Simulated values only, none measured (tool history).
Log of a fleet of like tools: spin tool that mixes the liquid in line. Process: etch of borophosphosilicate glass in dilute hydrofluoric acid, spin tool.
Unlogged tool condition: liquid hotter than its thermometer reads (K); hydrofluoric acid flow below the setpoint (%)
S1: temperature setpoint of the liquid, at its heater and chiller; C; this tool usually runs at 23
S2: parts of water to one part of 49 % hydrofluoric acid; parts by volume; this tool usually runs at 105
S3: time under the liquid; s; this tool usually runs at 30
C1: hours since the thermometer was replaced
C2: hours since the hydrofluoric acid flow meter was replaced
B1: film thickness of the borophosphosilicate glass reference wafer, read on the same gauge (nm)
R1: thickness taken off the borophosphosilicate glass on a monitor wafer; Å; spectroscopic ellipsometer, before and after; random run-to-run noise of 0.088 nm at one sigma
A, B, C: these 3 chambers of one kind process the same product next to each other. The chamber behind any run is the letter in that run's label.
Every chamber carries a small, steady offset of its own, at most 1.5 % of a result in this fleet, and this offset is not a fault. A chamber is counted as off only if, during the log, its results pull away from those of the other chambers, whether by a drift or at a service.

run   hour    S1   S2  S3      C1      C2      B1      R1
 1C   15.3    23  105  30  1931.7   598.3  130.02  125.34
 2B   29.8    23  105  30  2001.8  1329.2  129.99  127.22
 3A   43.5    23  105  30  1136.6   628.5     130  123.88
      54.1  -- chamber B: thermometer replaced
 4B   55.9    23  105  30     1.8  1355.3  130.01  126.61
 5A     69    23  105  30  1162.1     654  130.02  125.22
 6C   81.8    23  105  30  1998.2   664.8  129.98  125.25
 7C   95.9    23  105  30  2012.3   678.9  129.99  126.23
 8A  105.2    23  105  30  1198.3   690.2  130.01  126.07
 9B  119.6    23  105  30    65.5    1419     130  127.62
10C  131.1    23  105  30  2047.5   714.1  129.99  126.53
11B  138.6    23  105  30    84.5    1438  130.04  126.74
12A  150.7    23   85  50  1243.8   735.7     130   266.1
13B  158.5    23   85  50   104.4  1457.9  130.03  266.34
14A  173.8    23   85  50  1266.9   758.8  130.01   267.8
15C    189    23  105  30  2105.4     772  129.96   126.4
16A  197.5    23  105  30  1290.6   782.5  130.02  125.36
17B  211.5    23  105  30   157.4  1510.9     130  127.72
18C    222  25.5  105  30  2138.4     805  130.01  136.59
19B  234.3  25.5  105  30   180.2  1533.7  130.03  139.43
20C  244.6  25.5  105  30    2161   827.6  129.98  138.42
21A  260.7    23  105  30  1353.8   845.7  130.01  124.99
22A  271.1    23  105  30  1364.2   856.1  129.97     125
23B  285.8  19.5  155  30   231.7  1585.2  129.98  71.818
24C  298.4  19.5  155  30  2214.8   881.4  130.03  69.447
25B  307.5  19.5  155  30   253.4  1606.9  130.02  70.272
26A  319.2    23  105  30  1412.3   904.2  130.02  126.38
27C  327.6    23  105  30    2244   910.6  130.01  124.45
28C  343.7    27  130  30  2260.1   926.7  129.99  114.76
29A  357.3    27  130  30  1450.4   942.3  129.97  116.12
30B  369.3    27  130  30   315.2  1668.7  129.99  114.93
31B  380.7    23  105  30   326.6  1680.1  129.97  127.75
32A    393    23  105  30  1486.1     978  129.98  126.22
33C  404.2    23  105  30  2320.6   987.2  129.98  125.23
34A    418    23  105  30  1511.1    1003  129.99  126.94
       419  -- chamber C: hydrofluoric acid flow meter replaced
35B  432.4    23  105  30   378.3  1731.8  130.01  127.74
36C    447  24.5  135  30  2363.4    28.1  129.98  100.13
37C  460.7  24.5  135  30  2377.1    41.8  129.99  100.34
38B    468  24.5  135  30   413.9  1767.4  130.02  101.18
     473.3  -- chamber A: thermometer replaced
39A  479.2    23  105  30     5.9  1064.2  129.98  124.83
40B  491.6    23  105  30   437.5    1791  129.99  126.73
41C  505.1  18.5  105  20  2421.5    86.2  130.01  69.718
42A    517  18.5  105  20    43.7    1102  130.01  69.571

Each of the 3 chambers runs these same settings next. Fill in every chamber's results:
43A  528.6  23  105  30               ?
43B  528.6  23  105  30               ?
43C  528.6  23  105  30               ?

run      R1
43A  125.85
43B  125.24
43C   125.3
